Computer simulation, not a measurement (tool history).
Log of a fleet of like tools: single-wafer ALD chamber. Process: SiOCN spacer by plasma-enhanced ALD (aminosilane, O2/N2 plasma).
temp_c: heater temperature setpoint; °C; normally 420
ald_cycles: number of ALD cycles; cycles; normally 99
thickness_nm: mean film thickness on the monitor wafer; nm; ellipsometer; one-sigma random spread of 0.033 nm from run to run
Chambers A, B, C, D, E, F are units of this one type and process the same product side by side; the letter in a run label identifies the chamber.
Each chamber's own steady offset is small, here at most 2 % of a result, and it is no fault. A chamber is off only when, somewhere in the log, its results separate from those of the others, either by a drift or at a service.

run,hour,temp_c,ald_cycles,hours since the last thermocouple change,"read-back reference wafer on the same gauge, thickness_nm",thickness_nm
1F,7.9,420,99,1032.9,4.6564,5.5865
2D,13.1,420,99,939.5,4.664,5.6508
3C,22.1,420,99,471.6,4.6627,5.6403
4E,29.3,420,99,1606.4,4.6527,5.6561
5B,40.7,420,99,2052.4,4.6622,5.6623
6A,52.1,420,99,1734.1,4.6586,5.523
7F,58.4,420,99,1083.4,4.6575,5.5584
# hour 63.8: chamber B: thermocouple changed; heater temperature recalibrated
8B,68.9,420,99,5.2,4.6566,5.6863
9D,77.3,420,99,1003.7,4.6612,5.7214
10A,83.5,420,99,1765.5,4.6591,5.5401
11E,93.2,413,92,1670.3,4.66,5.3627
12C,102.1,413,92,551.6,4.6671,5.2773
13E,112.2,413,92,1689.3,4.6593,5.3765
14B,119.3,413,92,55.6,4.6624,5.4367
15C,125.4,413,92,574.9,4.6537,5.2809
16A,130.6,413,92,1812.6,4.6596,5.2497
17D,141.8,420,99,1068.2,4.6573,5.6257
18F,150.4,415,114,1175.4,4.6556,6.5129
19C,156.2,415,114,605.7,4.658,6.5166
20F,164.5,415,114,1189.5,4.6651,6.4662
21D,169.6,415,114,1096,4.6592,6.6276
22A,178,415,114,1860,4.6611,6.5213
23B,185,415,114,121.3,4.6542,6.5671
24E,193.7,420,99,1770.8,4.6547,5.6233
25B,201,420,99,137.3,4.6586,5.6705
26A,207.8,420,99,1889.8,4.6615,5.5403
27F,218.3,420,99,1243.3,4.6592,5.6028
28E,224.3,420,84,1801.4,4.6579,4.752
29C,235.2,420,84,684.7,4.656,4.7848
30D,243.7,420,84,1170.1,4.6661,4.7821
31C,249.7,420,84,699.2,4.6581,4.7637
# hour 254.9: chamber E: thermocouple changed; heater temperature recalibrated
32D,258.4,420,84,1184.8,4.6619,4.7833
33E,264.6,420,84,9.8,4.6612,4.7982
34B,272.7,420,99,209,4.6584,5.7481
35F,282.3,420,99,1307.3,4.6535,5.5006
36A,292.4,420,99,1974.4,4.6664,5.5512

Is one chamber out of step, is the gauge drifting, or do the chambers differ by no more than their own small offsets? For an off chamber, give its letter and the likeliest cause.

The fleet is healthy, with each chamber sitting at its usual small offset and no drift in the gauge.

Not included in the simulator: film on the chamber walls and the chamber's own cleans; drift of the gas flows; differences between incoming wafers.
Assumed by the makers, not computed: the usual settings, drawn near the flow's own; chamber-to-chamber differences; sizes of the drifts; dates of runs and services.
